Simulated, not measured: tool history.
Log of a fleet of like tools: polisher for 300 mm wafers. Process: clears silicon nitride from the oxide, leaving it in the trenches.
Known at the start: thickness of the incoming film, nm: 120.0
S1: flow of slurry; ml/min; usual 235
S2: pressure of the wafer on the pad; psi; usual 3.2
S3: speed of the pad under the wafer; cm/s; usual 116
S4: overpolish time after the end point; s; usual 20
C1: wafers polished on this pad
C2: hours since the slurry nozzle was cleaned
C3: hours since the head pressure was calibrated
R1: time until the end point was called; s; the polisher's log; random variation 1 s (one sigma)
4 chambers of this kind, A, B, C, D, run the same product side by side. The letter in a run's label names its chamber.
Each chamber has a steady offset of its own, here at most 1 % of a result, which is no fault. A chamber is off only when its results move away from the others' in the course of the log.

Run 1C, day 0.650: usual settings; C1 452; C2 842.1; C3 296.2. Result: R1 84.613 s.
Run 2A, day 1.142: usual settings; C1 850; C2 140.5; C3 155.8. Result: R1 82.814 s.
At day 1.325: chamber A: worn pad replaced by a new one.
At day 1.558: chamber B: worn pad replaced by a new one.
Run 3D, day 1.729: usual settings; C1 739; C2 574.4; C3 531.9. Result: R1 83.910 s.
At day 1.783: chamber C: worn pad replaced by a new one.
Run 4B, day 2.179: usual settings; C1 133; C2 357.4; C3 256.9. Result: R1 84.784 s.
Run 5B, day 2.604: usual settings; C1 224; C2 367.6; C3 267.1. Result: R1 84.406 s.
Run 6A, day 3.117: usual settings; C1 385; C2 187.9; C3 203.2. Result: R1 82.682 s.
Run 7C, day 3.517: usual settings; C1 372; C2 910.9; C3 365.0. Result: R1 82.976 s.
Run 8D, day 4.167: usual settings; C1 1262; C2 632.9; C3 590.4. Result: R1 85.607 s.
At day 4.279: chamber D: worn pad replaced by a new one.
At day 4.588: chamber C: worn pad replaced by a new one.
Run 9D, day 4.717: usual settings; C1 94; C2 646.1; C3 603.6. Result: R1 83.320 s.
At day 4.900: chamber C: slurry nozzle cleaned.
At day 5.021: chamber A: worn pad replaced by a new one.
Run 10A, day 5.338: usual settings; C1 68; C2 241.2; C3 256.5. Result: R1 85.248 s.
Run 11B, day 5.762: usual settings; C1 903; C2 443.4; C3 342.9. Result: R1 83.080 s.
At day 6.300: chamber C: head pressure recalibrated.
Run 12C, day 6.429: usual settings; C1 395; C2 36.8; C3 3.1. Result: R1 84.319 s.
Run 13B, day 7.096: usual settings; C1 1189; C2 475.4; C3 374.9. Result: R1 82.691 s.
At day 7.458: chamber B: worn pad replaced by a new one.
Run 14A, day 7.600: usual settings; C1 554; C2 295.5; C3 310.8. Result: R1 85.791 s.
At day 7.692: chamber C: worn pad replaced by a new one.
At day 8.154: chamber A: slurry nozzle cleaned.
Run 15D, day 8.233: usual settings; C1 850; C2 730.5; C3 688.0. Result: R1 83.657 s.
At day 8.312: chamber A: worn pad replaced by a new one.
Run 16C, day 8.746: usual settings; C1 227; C2 92.4; C3 58.7. Result: R1 82.318 s.
Run 17C, day 9.288: usual settings; C1 343; C2 105.4; C3 71.7. Result: R1 82.523 s.
At day 9.346: chamber D: worn pad replaced by a new one.
Run 18A, day 9.792: usual settings; C1 318; C2 39.3; C3 363.4. Result: R1 83.843 s.
Run 19D, day 10.308: usual settings; C1 207; C2 780.3; C3 737.8. Result: R1 84.935 s.
At day 10.708: chamber C: worn pad replaced by a new one.
Run 20B, day 10.717: usual settings; C1 700; C2 562.3; C3 461.8. Result: R1 81.338 s.
Run 21A, day 11.071: usual settings; C1 592; C2 70.0; C3 394.1. Result: R1 85.439 s.
Run 22B, day 11.696: usual settings; C1 911; C2 585.8; C3 485.3. Result: R1 79.335 s.
At day 11.958: chamber A: worn pad replaced by a new one.
Run 23D, day 12.262: usual settings; C1 626; C2 827.2; C3 784.7. Result: R1 83.693 s.
At day 12.725: chamber D: slurry nozzle cleaned.
Run 24C, day 12.783: usual settings; C1 446; C2 189.3; C3 155.6. Result: R1 84.906 s.
Run 25C, day 13.288: usual settings; C1 554; C2 201.4; C3 167.7. Result: R1 83.428 s.
At day 13.612: chamber B: worn pad replaced by a new one.
Run 26B, day 13.867: usual settings; C1 54; C2 637.9; C3 537.4. Result: R1 77.842 s.
At day 14.029: chamber B: slurry nozzle cleaned.
Run 27A, day 14.275: usual settings but S1 210 ml/min; C1 498; C2 146.9; C3 471.0. Result: R1 85.381 s.
Run 28D, day 14.808: usual settings but S1 210 ml/min; C1 1173; C2 50.0; C3 845.8. Result: R1 86.013 s.
Run 29A, day 15.417: usual settings but S1 210 ml/min; C1 743; C2 174.3; C3 498.4. Result: R1 84.816 s.
Run 30B, day 15.779: usual settings but S1 210 ml/min; C1 465; C2 42.1; C3 583.3. Result: R1 77.801 s.

Is one chamber off against the others, does the gauge drift, or is nothing wrong? If a chamber is off, say which, and what the likeliest cause is.

Chamber B drifts away from the others.
Cause: head's pressure above its setpoint, % = 9.91.

Here are 4 candidates for chamber B's next run, each the usual settings with a change, their results left as question marks. Which one brings its results back in line with what the others give on the usual settings?
In line means no further than this from the other chambers' mean on the usual settings: R1 3.500 s
Run 31B-1, day 16.267: usual settings but S1 240 ml/min, S3 134 cm/s. Result: R1 ?.
Run 31B-2, day 16.267: usual settings but S2 3.3 psi, S3 122 cm/s. Result: R1 ?.
Run 31B-3, day 16.267: usual settings but S3 106 cm/s. Result: R1 ?.
Run 31B-4, day 16.267: usual settings but S1 230 ml/min, S3 98 cm/s. Result: R1 ?.

The other chambers' mean on the usual settings: R1 84.207 s
  run      R1
31B-1  67.141
31B-2  71.721
31B-3  85.309
31B-4  92.603
31B-3 brings the chamber back in line.
